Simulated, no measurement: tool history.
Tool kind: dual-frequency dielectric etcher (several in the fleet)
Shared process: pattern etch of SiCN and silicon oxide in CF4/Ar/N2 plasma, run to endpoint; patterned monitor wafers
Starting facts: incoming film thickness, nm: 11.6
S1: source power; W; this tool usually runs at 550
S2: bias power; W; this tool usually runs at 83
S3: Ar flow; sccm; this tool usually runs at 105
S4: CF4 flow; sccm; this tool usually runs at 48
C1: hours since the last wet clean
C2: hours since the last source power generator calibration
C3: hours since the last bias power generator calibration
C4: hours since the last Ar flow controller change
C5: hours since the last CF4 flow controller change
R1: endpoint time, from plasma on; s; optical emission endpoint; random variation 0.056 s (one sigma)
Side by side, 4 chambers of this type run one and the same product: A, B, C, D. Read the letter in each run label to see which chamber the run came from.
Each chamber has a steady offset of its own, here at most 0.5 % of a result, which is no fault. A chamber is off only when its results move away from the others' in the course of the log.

run 1B hour=13.0 | S1=550 S2=83 S3=105 S4=48 | C1=402.2 C2=891.8 C3=3754.5 C4=476.9 C5=1930.1 | R1=11.536
run 2A hour=21.6 | S1=550 S2=83 S3=105 S4=48 | C1=99.8 C2=3988.6 C3=1150.9 C4=1218.3 C5=1474.6 | R1=11.508
run 3C hour=32.0 | S1=550 S2=83 S3=105 S4=48 | C1=412.3 C2=2482.4 C3=2599.2 C4=198.6 C5=813.7 | R1=11.577
run 4D hour=42.2 | S1=550 S2=83 S3=105 S4=48 | C1=520.8 C2=1339.4 C3=394.0 C4=2156.1 C5=1235.2 | R1=11.490
run 5D hour=50.0 | S1=550 S2=83 S3=105 S4=48 | C1=528.6 C2=1347.2 C3=401.8 C4=2163.9 C5=1243.0 | R1=11.530
run 6C hour=58.9 | S1=550 S2=83 S3=105 S4=48 | C1=439.2 C2=2509.3 C3=2626.1 C4=225.5 C5=840.6 | R1=11.437
-- hour=59.3 chamber B: wet clean of the chamber
run 7A hour=65.7 | S1=550 S2=83 S3=105 S4=48 | C1=143.9 C2=4032.7 C3=1195.0 C4=1262.4 C5=1518.7 | R1=11.425
run 8B hour=77.3 | S1=550 S2=83 S3=105 S4=48 | C1=18.1 C2=956.1 C3=3818.8 C4=541.2 C5=1994.4 | R1=11.608
run 9A hour=88.2 | S1=550 S2=83 S3=105 S4=48 | C1=166.4 C2=4055.2 C3=1217.5 C4=1284.9 C5=1541.2 | R1=11.423
run 10C hour=97.5 | S1=550 S2=83 S3=105 S4=48 | C1=477.8 C2=2547.9 C3=2664.7 C4=264.1 C5=879.2 | R1=11.395
run 11B hour=108.0 | S1=490 S2=83 S3=114 S4=48 | C1=48.8 C2=986.8 C3=3849.5 C4=571.9 C5=2025.1 | R1=12.810
run 12D hour=115.3 | S1=490 S2=83 S3=114 S4=48 | C1=593.9 C2=1412.5 C3=467.1 C4=2229.2 C5=1308.3 | R1=12.904
-- hour=119.2 chamber A: source power generator calibrated
run 13B hour=124.5 | S1=490 S2=83 S3=114 S4=48 | C1=65.3 C2=1003.3 C3=3866.0 C4=588.4 C5=2041.6 | R1=12.854
-- hour=131.1 chamber A: CF4 flow controller replaced
run 14D hour=133.3 | S1=490 S2=83 S3=114 S4=48 | C1=611.9 C2=1430.5 C3=485.1 C4=2247.2 C5=1326.3 | R1=12.913
run 15C hour=141.7 | S1=550 S2=83 S3=105 S4=48 | C1=522.0 C2=2592.1 C3=2708.9 C4=308.3 C5=923.4 | R1=11.479
run 16A hour=154.6 | S1=550 S2=83 S3=105 S4=48 | C1=232.8 C2=35.5 C3=1283.9 C4=1351.3 C5=23.6 | R1=11.496
-- hour=159.1 chamber B: CF4 flow controller replaced
run 17D hour=167.2 | S1=550 S2=83 S3=105 S4=48 | C1=645.8 C2=1464.4 C3=519.0 C4=2281.1 C5=1360.2 | R1=11.621
run 18C hour=179.4 | S1=550 S2=83 S3=105 S4=48 | C1=559.7 C2=2629.8 C3=2746.6 C4=346.0 C5=961.1 | R1=11.439
run 19A hour=188.9 | S1=550 S2=83 S3=105 S4=48 | C1=267.1 C2=69.8 C3=1318.2 C4=1385.6 C5=57.9 | R1=11.291
-- hour=189.1 chamber D: wet clean of the chamber
run 20B hour=196.9 | S1=550 S2=83 S3=90 S4=48 | C1=137.7 C2=1075.7 C3=3938.4 C4=660.8 C5=37.9 | R1=11.248
-- hour=205.3 chamber C: wet clean of the chamber
run 21C hour=209.7 | S1=550 S2=83 S3=90 S4=48 | C1=4.5 C2=2660.1 C3=2776.9 C4=376.3 C5=991.4 | R1=11.064
run 22B hour=215.9 | S1=550 S2=83 S3=90 S4=48 | C1=156.7 C2=1094.7 C3=3957.4 C4=679.8 C5=56.9 | R1=11.212
run 23A hour=223.8 | S1=550 S2=83 S3=90 S4=48 | C1=302.0 C2=104.7 C3=1353.1 C4=1420.5 C5=92.8 | R1=10.984
run 24D hour=231.7 | S1=550 S2=83 S3=105 S4=48 | C1=42.7 C2=1528.9 C3=583.5 C4=2345.6 C5=1424.7 | R1=11.394
run 25D hour=239.4 | S1=550 S2=83 S3=105 S4=48 | C1=50.4 C2=1536.6 C3=591.2 C4=2353.3 C5=1432.4 | R1=11.394
run 26B hour=250.8 | S1=550 S2=83 S3=105 S4=48 | C1=191.6 C2=1129.6 C3=3992.3 C4=714.7 C5=91.8 | R1=11.504
run 27A hour=264.5 | S1=550 S2=73 S3=105 S4=42 | C1=342.7 C2=145.4 C3=1393.8 C4=1461.2 C5=133.5 | R1=11.860
run 28C hour=278.4 | S1=550 S2=73 S3=105 S4=42 | C1=73.2 C2=2728.8 C3=2845.6 C4=445.0 C5=1060.1 | R1=12.239

For the next run the whole fleet of 4 chambers uses the same settings. Give each chamber's results:
run 29A hour=288.4 | S1=550 S2=83 S3=119 S4=48 | R1=?
run 29B hour=288.4 | S1=550 S2=83 S3=119 S4=48 | R1=?
run 29C hour=288.4 | S1=550 S2=83 S3=119 S4=48 | R1=?
run 29D hour=288.4 | S1=550 S2=83 S3=119 S4=48 | R1=?

run=29A R1=11.363
run=29B R1=11.726
run=29C R1=11.704
run=29D R1=11.725
